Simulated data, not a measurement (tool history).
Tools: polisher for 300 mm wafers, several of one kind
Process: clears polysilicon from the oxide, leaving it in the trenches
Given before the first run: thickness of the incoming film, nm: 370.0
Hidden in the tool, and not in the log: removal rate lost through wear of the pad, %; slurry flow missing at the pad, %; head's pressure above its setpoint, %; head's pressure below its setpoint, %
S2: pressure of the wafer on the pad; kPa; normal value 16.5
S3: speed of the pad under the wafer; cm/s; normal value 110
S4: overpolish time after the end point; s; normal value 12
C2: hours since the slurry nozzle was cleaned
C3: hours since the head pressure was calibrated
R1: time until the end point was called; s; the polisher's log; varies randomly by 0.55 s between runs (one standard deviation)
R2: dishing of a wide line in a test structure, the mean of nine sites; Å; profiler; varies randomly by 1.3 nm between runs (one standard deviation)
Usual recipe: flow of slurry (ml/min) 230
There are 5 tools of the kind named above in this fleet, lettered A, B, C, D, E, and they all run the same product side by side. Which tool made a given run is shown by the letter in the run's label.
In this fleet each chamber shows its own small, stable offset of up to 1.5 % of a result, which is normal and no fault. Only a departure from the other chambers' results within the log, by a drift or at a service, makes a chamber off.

At day 0.167: chamber C: worn pad replaced by a new one.
Run 1B, day 0.404: usual settings; wafers polished on this pad 752; C2 377.3; C3 461.6. Result: R1 29.088 s, R2 584.23 Å.
Run 2E, day 0.733: usual settings; wafers polished on this pad 911; C2 274.3; C3 1147.9. Result: R1 29.932 s, R2 588.06 Å.
At day 1.150: chamber E: worn pad replaced by a new one.
Run 3A, day 1.188: usual settings; wafers polished on this pad 978; C2 103.9; C3 143.9. Result: R1 28.587 s, R2 590.22 Å.
At day 1.667: chamber A: worn pad replaced by a new one.
Run 4C, day 1.767: usual settings; wafers polished on this pad 481; C2 289.5; C3 346.4. Result: R1 29.035 s, R2 582.87 Å.
At day 1.962: chamber B: worn pad replaced by a new one.
At day 2.021: chamber D: slurry nozzle cleaned.
At day 2.154: chamber E: head pressure recalibrated.
Run 5D, day 2.333: usual settings; wafers polished on this pad 1442; C2 7.6; C3 329.4. Result: R1 30.123 s, R2 618.28 Å.
Run 6D, day 2.921: usual settings; wafers polished on this pad 1618; C2 21.7; C3 343.5. Result: R1 29.009 s, R2 605.08 Å.
At day 2.967: chamber D: worn pad replaced by a new one.
At day 3.221: chamber C: worn pad replaced by a new one.
Run 7E, day 3.333: usual settings; wafers polished on this pad 655; C2 336.7; C3 28.3. Result: R1 29.742 s, R2 607.15 Å.
Run 8A, day 3.617: usual settings; wafers polished on this pad 586; C2 162.2; C3 202.2. Result: R1 29.163 s, R2 599.55 Å.
Run 9B, day 4.017: usual settings; wafers polished on this pad 616; C2 464.0; C3 548.3. Result: R1 29.419 s, R2 594.04 Å.
At day 4.300: chamber E: worn pad replaced by a new one.
Run 10C, day 4.538: usual settings; wafers polished on this pad 395; C2 356.0; C3 412.9. Result: R1 29.093 s, R2 616.68 Å.
Run 11C, day 5.175: usual settings; wafers polished on this pad 586; C2 371.3; C3 428.2. Result: R1 29.556 s, R2 583.52 Å.
At day 5.429: chamber A: worn pad replaced by a new one.
Run 12E, day 5.608: usual settings; wafers polished on this pad 392; C2 391.3; C3 82.9. Result: R1 29.962 s, R2 599.32 Å.
At day 5.829: chamber B: worn pad replaced by a new one.
Run 13A, day 6.033: usual settings; wafers polished on this pad 181; C2 220.2; C3 260.2. Result: R1 28.928 s, R2 608.51 Å.
Run 14B, day 6.329: usual settings; wafers polished on this pad 150; C2 519.5; C3 603.8. Result: R1 29.610 s, R2 589.47 Å.
At day 6.358: chamber C: worn pad replaced by a new one.
At day 6.729: chamber A: slurry nozzle cleaned.
Run 15D, day 6.867: usual settings but S3 96 cm/s; wafers polished on this pad 1171; C2 116.4; C3 438.2. Result: R1 33.908 s, R2 562.89 Å.
At day 6.942: chamber E: slurry nozzle cleaned.
At day 7.042: chamber D: head pressure recalibrated.
Run 16C, day 7.225: usual settings but S3 96 cm/s; wafers polished on this pad 260; C2 420.5; C3 477.4. Result: R1 32.525 s, R2 569.64 Å.
At day 7.492: chamber C: slurry nozzle cleaned.
Run 17A, day 7.621: usual settings but S3 96 cm/s; wafers polished on this pad 658; C2 21.5; C3 298.3. Result: R1 32.629 s, R2 583.72 Å.
At day 7.779: chamber D: worn pad replaced by a new one.
At day 7.904: chamber E: worn pad replaced by a new one.
Run 18D, day 7.967: usual settings but S3 96 cm/s; wafers polished on this pad 56; C2 142.8; C3 22.3. Result: R1 34.366 s, R2 572.58 Å.
Run 19B, day 8.512: usual settings but S3 96 cm/s; wafers polished on this pad 806; C2 571.9; C3 656.2. Result: R1 35.236 s, R2 564.64 Å.
Run 20E, day 9.088: usual settings; wafers polished on this pad 356; C2 51.6; C3 166.4. Result: R1 30.547 s, R2 573.84 Å.
At day 9.154: chamber A: worn pad replaced by a new one.
Run 21A, day 9.400: usual settings; wafers polished on this pad 74; C2 64.2; C3 341.0. Result: R1 29.536 s, R2 604.03 Å.
At day 9.475: chamber C: worn pad replaced by a new one.
At day 9.600: chamber B: worn pad replaced by a new one.
Run 22C, day 9.867: usual settings; wafers polished on this pad 118; C2 57.0; C3 540.8. Result: R1 29.582 s, R2 611.89 Å.
Run 23B, day 10.154: usual settings; wafers polished on this pad 167; C2 611.3; C3 695.6. Result: R1 30.231 s, R2 582.84 Å.
Run 24D, day 10.454: usual settings; wafers polished on this pad 803; C2 202.5; C3 82.0. Result: R1 29.421 s, R2 592.67 Å.
Run 25E, day 10.775: usual settings; wafers polished on this pad 862; C2 92.1; C3 206.9. Result: R1 29.129 s, R2 585.84 Å.
Run 26A, day 11.058: usual settings but S4 17 s; wafers polished on this pad 572; C2 104.0; C3 380.8. Result: R1 29.279 s, R2 642.56 Å.
Run 27B, day 11.358: usual settings but S4 17 s; wafers polished on this pad 528; C2 640.2; C3 724.5. Result: R1 31.961 s, R2 627.24 Å.
At day 11.496: chamber E: worn pad replaced by a new one.
Run 28E, day 11.825: usual settings but S4 17 s; wafers polished on this pad 99; C2 117.3; C3 232.1. Result: R1 29.102 s, R2 649.78 Å.
At day 12.012: chamber A: worn pad replaced by a new one.
Run 29D, day 12.175: usual settings but S4 17 s; wafers polished on this pad 1319; C2 243.8; C3 123.3. Result: R1 29.806 s, R2 601.55 Å.
At day 12.571: chamber C: worn pad replaced by a new one.
Run 30C, day 12.804: usual settings but S4 17 s; wafers polished on this pad 70; C2 127.5; C3 611.3. Result: R1 29.898 s, R2 640.00 Å.
At day 13.175: chamber B: worn pad replaced by a new one.
At day 13.179: chamber D: worn pad replaced by a new one.
Run 31C, day 13.408: usual settings; wafers polished on this pad 252; C2 142.0; C3 625.8. Result: R1 29.281 s, R2 579.42 Å.
Run 32E, day 13.742: usual settings; wafers polished on this pad 674; C2 163.3; C3 278.1. Result: R1 29.298 s, R2 590.36 Å.
Run 33A, day 14.104: usual settings; wafers polished on this pad 628; C2 177.1; C3 453.9. Result: R1 29.855 s, R2 592.56 Å.
Run 34D, day 14.429: usual settings; wafers polished on this pad 375; C2 297.9; C3 177.4. Result: R1 29.823 s, R2 599.05 Å.
At day 14.488: chamber E: worn pad replaced by a new one.
At day 14.621: chamber A: slurry nozzle cleaned.
Run 35B, day 14.838: usual settings but S2 14.5 kPa, S3 138 cm/s; wafers polished on this pad 499; C2 723.7; C3 808.0. Result: R1 30.122 s, R2 581.86 Å.
Run 36A, day 15.200: usual settings but S2 14.5 kPa, S3 138 cm/s; wafers polished on this pad 957; C2 14.0; C3 480.2. Result: R1 26.530 s, R2 617.18 Å.
Run 37D, day 15.717: usual settings but S2 14.5 kPa, S3 138 cm/s; wafers polished on this pad 762; C2 328.8; C3 208.3. Result: R1 26.691 s, R2 628.44 Å.
Run 38E, day 16.121: usual settings but S2 14.5 kPa, S3 138 cm/s; wafers polished on this pad 491; C2 220.4; C3 335.2. Result: R1 26.643 s, R2 615.29 Å.
Run 39B, day 16.546: usual settings but S2 14.5 kPa, S3 138 cm/s; wafers polished on this pad 1012; C2 764.7; C3 849.0. Result: R1 30.139 s, R2 599.50 Å.

Next, every chamber runs the same settings. What will each give?
Run 40A, day 17.012: usual settings but S3 138 cm/s. Result: R1 ?, R2 ?.
Run 40B, day 17.012: usual settings but S3 138 cm/s. Result: R1 ?, R2 ?.
Run 40C, day 17.012: usual settings but S3 138 cm/s. Result: R1 ?, R2 ?.
Run 40D, day 17.012: usual settings but S3 138 cm/s. Result: R1 ?, R2 ?.
Run 40E, day 17.012: usual settings but S3 138 cm/s. Result: R1 ?, R2 ?.

run      R1      R2
40A  23.508  631.99
40B  26.437  603.85
40C  22.787  641.59
40D  23.524  637.47
40E  22.972  614.98
